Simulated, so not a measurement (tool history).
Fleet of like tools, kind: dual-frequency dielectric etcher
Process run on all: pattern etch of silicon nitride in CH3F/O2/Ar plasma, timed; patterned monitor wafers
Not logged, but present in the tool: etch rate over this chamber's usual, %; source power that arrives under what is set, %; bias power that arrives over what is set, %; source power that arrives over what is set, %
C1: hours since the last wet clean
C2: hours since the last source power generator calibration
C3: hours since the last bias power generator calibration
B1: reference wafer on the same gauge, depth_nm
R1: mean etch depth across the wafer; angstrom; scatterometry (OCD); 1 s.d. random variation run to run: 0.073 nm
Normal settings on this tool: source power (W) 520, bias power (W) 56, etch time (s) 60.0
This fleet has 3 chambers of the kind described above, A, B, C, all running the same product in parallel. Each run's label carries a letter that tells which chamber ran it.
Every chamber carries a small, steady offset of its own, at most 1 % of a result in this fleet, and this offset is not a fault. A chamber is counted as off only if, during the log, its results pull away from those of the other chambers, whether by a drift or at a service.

run 1A hour=4.4 | source_power_(W)=520 bias_power_(W)=56 etch_time_(s)=60.0 | C1=369.0 C2=2320.9 C3=2626.4 | B1=36.275 | R1=428.12
run 2B hour=8.5 | source_power_(W)=520 bias_power_(W)=56 etch_time_(s)=60.0 | C1=283.7 C2=1464.4 C3=776.6 | B1=36.272 | R1=429.39
run 3C hour=12.5 | source_power_(W)=520 bias_power_(W)=56 etch_time_(s)=60.0 | C1=368.7 C2=921.2 C3=48.7 | B1=36.269 | R1=428.51
run 4B hour=17.1 | source_power_(W)=520 bias_power_(W)=56 etch_time_(s)=60.0 | C1=292.3 C2=1473.0 C3=785.2 | B1=36.252 | R1=429.23
run 5C hour=21.5 | source_power_(W)=520 bias_power_(W)=56 etch_time_(s)=60.0 | C1=377.7 C2=930.2 C3=57.7 | B1=36.243 | R1=428.16
run 6A hour=24.5 | source_power_(W)=520 bias_power_(W)=56 etch_time_(s)=60.0 | C1=389.1 C2=2341.0 C3=2646.5 | B1=36.259 | R1=428.11
run 7C hour=30.1 | source_power_(W)=520 bias_power_(W)=56 etch_time_(s)=60.0 | C1=386.3 C2=938.8 C3=66.3 | B1=36.238 | R1=428.78
run 8A hour=34.3 | source_power_(W)=520 bias_power_(W)=56 etch_time_(s)=60.0 | C1=398.9 C2=2350.8 C3=2656.3 | B1=36.224 | R1=425.26
run 9B hour=38.1 | source_power_(W)=520 bias_power_(W)=56 etch_time_(s)=60.0 | C1=313.3 C2=1494.0 C3=806.2 | B1=36.227 | R1=429.33
run 10A hour=43.7 | source_power_(W)=520 bias_power_(W)=56 etch_time_(s)=60.0 | C1=408.3 C2=2360.2 C3=2665.7 | B1=36.186 | R1=427.46
run 11C hour=46.5 | source_power_(W)=520 bias_power_(W)=56 etch_time_(s)=60.0 | C1=402.7 C2=955.2 C3=82.7 | B1=36.177 | R1=428.82
run 12B hour=49.1 | source_power_(W)=520 bias_power_(W)=56 etch_time_(s)=60.0 | C1=324.3 C2=1505.0 C3=817.2 | B1=36.174 | R1=428.39
run 13A hour=54.0 | source_power_(W)=520 bias_power_(W)=56 etch_time_(s)=60.0 | C1=418.6 C2=2370.5 C3=2676.0 | B1=36.188 | R1=425.59
run 14C hour=58.4 | source_power_(W)=520 bias_power_(W)=56 etch_time_(s)=60.0 | C1=414.6 C2=967.1 C3=94.6 | B1=36.174 | R1=427.48
run 15B hour=64.1 | source_power_(W)=520 bias_power_(W)=56 etch_time_(s)=60.0 | C1=339.3 C2=1520.0 C3=832.2 | B1=36.152 | R1=429.13
run 16B hour=68.6 | source_power_(W)=520 bias_power_(W)=56 etch_time_(s)=60.0 | C1=343.8 C2=1524.5 C3=836.7 | B1=36.139 | R1=428.50
run 17A hour=72.2 | source_power_(W)=520 bias_power_(W)=56 etch_time_(s)=60.0 | C1=436.8 C2=2388.7 C3=2694.2 | B1=36.134 | R1=425.82
run 18C hour=77.5 | source_power_(W)=520 bias_power_(W)=56 etch_time_(s)=60.0 | C1=433.7 C2=986.2 C3=113.7 | B1=36.124 | R1=426.43
run 19C hour=80.0 | source_power_(W)=520 bias_power_(W)=56 etch_time_(s)=60.0 | C1=436.2 C2=988.7 C3=116.2 | B1=36.132 | R1=427.25
run 20A hour=83.0 | source_power_(W)=520 bias_power_(W)=56 etch_time_(s)=60.0 | C1=447.6 C2=2399.5 C3=2705.0 | B1=36.092 | R1=425.73
run 21B hour=88.4 | source_power_(W)=410 bias_power_(W)=56 etch_time_(s)=77.0 | C1=363.6 C2=1544.3 C3=856.5 | B1=36.101 | R1=501.61
-- hour=90.6 chamber A: wet clean of the chamber
run 22A hour=93.5 | source_power_(W)=410 bias_power_(W)=56 etch_time_(s)=77.0 | C1=2.9 C2=2410.0 C3=2715.5 | B1=36.087 | R1=497.32
run 23B hour=96.5 | source_power_(W)=410 bias_power_(W)=56 etch_time_(s)=77.0 | C1=371.7 C2=1552.4 C3=864.6 | B1=36.086 | R1=500.51
run 24C hour=101.5 | source_power_(W)=520 bias_power_(W)=56 etch_time_(s)=60.0 | C1=457.7 C2=1010.2 C3=137.7 | B1=36.062 | R1=426.67
run 25C hour=107.0 | source_power_(W)=520 bias_power_(W)=56 etch_time_(s)=60.0 | C1=463.2 C2=1015.7 C3=143.2 | B1=36.062 | R1=425.52

For the next run the whole fleet of 3 chambers uses the same settings. Give each chamber's results:
run 26A hour=111.1 | source_power_(W)=520 bias_power_(W)=56 etch_time_(s)=74.5 | R1=?
run 26B hour=111.1 | source_power_(W)=520 bias_power_(W)=56 etch_time_(s)=74.5 | R1=?
run 26C hour=111.1 | source_power_(W)=520 bias_power_(W)=56 etch_time_(s)=74.5 | R1=?

run=26A R1=528.62
run=26B R1=532.62
run=26C R1=528.97
